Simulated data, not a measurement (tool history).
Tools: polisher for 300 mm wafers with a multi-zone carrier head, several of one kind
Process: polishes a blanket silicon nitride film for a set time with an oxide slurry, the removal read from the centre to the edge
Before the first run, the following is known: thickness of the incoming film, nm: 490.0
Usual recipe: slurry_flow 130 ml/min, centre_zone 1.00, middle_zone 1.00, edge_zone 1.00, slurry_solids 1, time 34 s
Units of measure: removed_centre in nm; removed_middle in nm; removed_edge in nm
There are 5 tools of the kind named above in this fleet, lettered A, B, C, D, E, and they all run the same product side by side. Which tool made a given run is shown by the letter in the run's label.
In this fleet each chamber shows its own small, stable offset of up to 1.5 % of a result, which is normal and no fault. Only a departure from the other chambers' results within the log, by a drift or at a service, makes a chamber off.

run	hour	slurry_flow	centre_zone	middle_zone	edge_zone	slurry_solids	time	wafers polished on this pad	hours since the slurry nozzle was cleaned	hours since the centre zone pressure was calibrated	hours since the edge zone pressure was calibrated	removed_centre	removed_middle	removed_edge
1C	2.4	130	1.00	1.00	1.00	1	34	215	531.0	24.9	240.5	16.080	16.195	15.803
# hour 3.6: chamber A: slurry nozzle cleaned
# hour 5.0: chamber A: worn pad replaced by a new one
2B	5.4	130	1.00	1.00	1.00	1	34	719	161.9	717.5	713.5	15.654	15.635	16.286
3A	9.7	130	1.00	1.00	1.00	1	34	55	6.2	149.3	381.3	15.823	15.572	15.806
4D	13.6	130	1.00	1.00	1.00	1	34	295	271.8	353.6	223.5	16.039	15.705	15.735
5E	17.4	130	1.00	1.00	1.00	1	34	228	137.5	178.9	300.2	15.682	15.521	16.029
6A	20.8	130	1.00	1.00	1.00	1	34	187	17.3	160.4	392.4	15.926	15.616	16.186
# hour 24.2: chamber B: worn pad replaced by a new one
7B	24.8	130	0.93	1.00	0.95	1	34	8	181.3	736.9	732.9	14.668	15.819	15.214
8E	27.1	130	0.93	1.00	0.95	1	34	343	147.2	188.6	309.9	14.250	15.673	15.639
9D	31.2	130	0.93	1.00	0.95	1	34	504	289.4	371.2	241.1	14.699	15.780	15.207
10C	34.8	130	0.93	1.00	0.95	1	34	598	563.4	57.3	272.9	14.873	15.800	15.385
11A	38.0	130	0.93	1.00	0.95	1	34	390	34.5	177.6	409.6	14.920	15.627	15.126
12D	41.5	130	1.00	1.00	1.00	1	34	625	299.7	381.5	251.4	16.050	15.647	15.419
# hour 44.6: chamber A: worn pad replaced by a new one
13B	44.7	130	1.00	1.00	1.06	1	34	243	201.2	756.8	752.8	15.791	16.028	16.251
14E	48.1	130	1.00	1.00	1.06	1	34	592	168.2	209.6	330.9	15.694	15.737	16.547
# hour 48.8: chamber C: worn pad replaced by a new one
15C	52.3	130	1.00	1.00	1.06	1	34	41	580.9	74.8	290.4	15.982	15.724	16.737
16B	55.5	130	1.00	1.00	1.06	1	34	371	212.0	767.6	763.6	15.587	16.044	16.032
17E	57.7	130	1.00	1.00	1.06	1	34	705	177.8	219.2	340.5	15.650	15.659	16.210
18A	60.7	130	1.00	1.00	1.00	1	34	191	57.2	200.3	432.3	15.968	15.505	15.642
19C	64.5	130	0.96	1.06	1.00	1	34	186	593.1	87.0	302.6	15.401	16.840	15.860
20D	68.7	130	0.96	1.06	1.00	1	34	947	326.9	408.7	278.6	14.930	16.431	15.595
21E	72.8	130	0.96	1.06	1.00	1	34	884	192.9	234.3	355.6	14.900	16.571	16.182
22D	76.2	130	0.96	1.06	1.00	1	34	1036	334.4	416.2	286.1	14.824	16.251	15.107
23C	78.7	130	0.96	1.06	1.00	1	34	354	607.3	101.2	316.8	15.382	16.932	16.101
24A	82.2	130	1.00	1.00	1.00	1	34	445	78.7	221.8	453.8	15.783	15.789	15.781
25B	86.8	130	1.00	1.00	1.00	1	34	741	243.3	798.9	794.9	15.875	15.823	15.926
26A	89.1	130	1.00	1.00	1.00	1	34	527	85.6	228.7	460.7	15.820	15.740	15.919
# hour 90.9: chamber A: worn pad replaced by a new one
27B	92.4	130	1.00	1.00	1.00	1	34	807	248.9	804.5	800.5	16.081	15.764	16.091
# hour 96.1: chamber E: worn pad replaced by a new one
28C	96.8	130	1.00	1.00	0.89	1	34	568	625.4	119.3	334.9	15.916	16.068	15.103
# hour 98.9: chamber C: worn pad replaced by a new one
29D	98.9	130	1.00	1.00	0.89	1	34	1304	357.1	438.9	308.8	15.156	15.051	13.645
30E	102.0	130	1.00	1.00	0.89	1	34	70	222.1	263.5	384.8	15.523	15.510	15.272
# hour 104.0: chamber B: worn pad replaced by a new one
31A	104.9	130	1.00	1.00	0.89	1	34	166	101.4	244.5	476.5	16.153	15.848	14.829
32C	107.5	130	1.00	1.00	0.89	1	34	102	636.1	130.0	345.6	15.516	15.824	15.076
33B	110.5	130	1.00	1.00	1.00	1	34	77	267.0	822.6	818.6	15.913	15.681	15.934
34D	114.6	130	1.00	1.00	1.00	1	34	1490	372.8	454.6	324.5	14.657	14.630	14.294
35E	116.9	130	1.00	1.00	1.00	1	34	247	237.0	278.4	399.7	15.494	15.898	16.168
36E	119.4	100	0.95	1.00	1.00	1	34	276	239.5	280.9	402.2	13.776	14.791	15.128
37D	122.0	100	0.95	1.00	1.00	1	34	1578	380.2	462.0	331.9	12.752	13.531	13.733
38C	124.4	100	0.95	1.00	1.00	1	34	302	653.0	146.9	362.5	13.958	14.835	15.019

Is one chamber out of step, is the gauge drifting, or do the chambers differ by no more than their own small offsets? For an off chamber, give its letter and the likeliest cause.

Chamber D drifts away from the others.
Likeliest cause: removal rate lost through wear of the pad, % = 8.82.
The log may not tell that from: slurry flow missing at the pad, %.

Which of the 4 candidates below, each the usual settings with something changed and its results left as question marks, puts chamber D back in line with what the other chambers give on the usual settings?
In line here means within this much of the mean the other chambers give on the usual settings: removed_centre 0.650 nm; removed_middle 0.580 nm; removed_edge 0.820 nm
39D-1	127.7	130	0.99	0.98	1.03	1.05	41					?	?	?
39D-2	127.7	130	0.99	0.99	1.01	1.05	37					?	?	?
39D-3	127.7	130	1.01	1.01	0.99	1.00	31					?	?	?
39D-4	127.7	130	1.02	1.02	0.97	0.95	28					?	?	?

On the usual settings, the other chambers give on average: removed_centre 15.778 nm; removed_middle 15.688 nm; removed_edge 15.850 nm
run	removed_centre	removed_middle	removed_edge
39D-1	17.693	17.249	17.995
39D-2	15.968	15.714	16.067
39D-3	13.380	13.122	13.028
39D-4	11.933	11.683	11.369
39D-2 brings the chamber back in line.
